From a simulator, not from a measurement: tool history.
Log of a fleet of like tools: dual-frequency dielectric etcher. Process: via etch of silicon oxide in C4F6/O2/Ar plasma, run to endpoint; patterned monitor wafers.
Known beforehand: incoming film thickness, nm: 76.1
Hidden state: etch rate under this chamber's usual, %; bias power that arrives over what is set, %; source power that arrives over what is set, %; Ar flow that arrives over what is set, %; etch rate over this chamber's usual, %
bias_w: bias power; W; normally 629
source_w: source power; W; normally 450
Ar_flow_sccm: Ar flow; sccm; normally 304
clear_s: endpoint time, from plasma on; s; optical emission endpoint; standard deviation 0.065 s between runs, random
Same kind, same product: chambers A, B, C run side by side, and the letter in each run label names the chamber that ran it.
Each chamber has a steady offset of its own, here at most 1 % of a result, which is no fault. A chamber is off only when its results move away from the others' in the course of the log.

run,hour,bias_w,source_w,Ar_flow_sccm,hours since the last wet clean,hours since the last bias power generator calibration,hours since the last source power generator calibration,hours since the last Ar flow controller change,clear_s
1A,3.2,629,450,304,81.4,772.1,2116.2,1272.7,14.776
2C,9.2,629,450,304,319.7,2872.3,3005.1,44.9,14.477
3B,14.6,629,450,304,259.6,1104.0,941.1,3496.0,14.724
4B,18.6,629,450,304,263.6,1108.0,945.1,3500.0,14.813
5A,22.4,629,450,304,100.6,791.3,2135.4,1291.9,14.705
6C,25.8,629,450,304,336.3,2888.9,3021.7,61.5,14.627
7C,31.3,550,450,335,341.8,2894.4,3027.2,67.0,15.660
8B,37.3,550,450,335,282.3,1126.7,963.8,3518.7,15.705
9A,40.0,550,450,335,118.2,808.9,2153.0,1309.5,15.649
10B,44.8,564,450,304,289.8,1134.2,971.3,3526.2,15.349
11A,49.6,564,450,304,127.8,818.5,2162.6,1319.1,15.454
12C,52.6,564,450,304,363.1,2915.7,3048.5,88.3,15.213
13B,56.9,629,450,231,301.9,1146.3,983.4,3538.3,14.270
# hour 57.9: chamber C: wet clean of the chamber
14A,62.9,629,450,231,141.1,831.8,2175.9,1332.4,14.241
15C,67.6,629,450,231,9.8,2930.7,3063.5,103.3,13.811
16A,72.9,629,450,304,151.1,841.8,2185.9,1342.4,14.657
17C,75.8,629,450,304,18.0,2938.9,3071.7,111.5,14.209
18B,78.7,629,450,304,323.7,1168.1,1005.2,3560.1,14.738
19A,81.9,629,450,304,160.1,850.8,2194.9,1351.4,14.851
20B,85.6,629,450,304,330.6,1175.0,1012.1,3567.0,14.571
21C,90.8,629,450,304,33.0,2953.9,3086.7,126.5,14.096
22C,94.4,629,450,304,36.6,2957.5,3090.3,130.1,14.080
23B,98.7,629,450,304,343.7,1188.1,1025.2,3580.1,14.847

Is one chamber off against the others, does the gauge drift, or is nothing wrong? If a chamber is off, say which, and what the likeliest cause is.

Chamber C has stood off from the others ever since a service on it.
Cause: etch rate over this chamber's usual, % = 3.31.

Here are 4 candidates for chamber C's next run, each the usual settings with a change, their results left as question marks. Which one brings its results back in line with what the others give on the usual settings?
To be in line, a result may differ from the other chambers' mean on the usual settings by at most: clear_s 0.230 s
24C-1,103.0,595,430,309,,,,,?
24C-2,103.0,629,500,294,,,,,?
24C-3,103.0,563,410,313,,,,,?
24C-4,103.0,782,450,304,,,,,?

The other chambers' mean on the usual settings: clear_s 14.747 s
run,clear_s
24C-1,14.723
24C-2,13.549
24C-3,15.333
24C-4,12.979
24C-1 is the one that brings the chamber's results back in line with the other chambers.
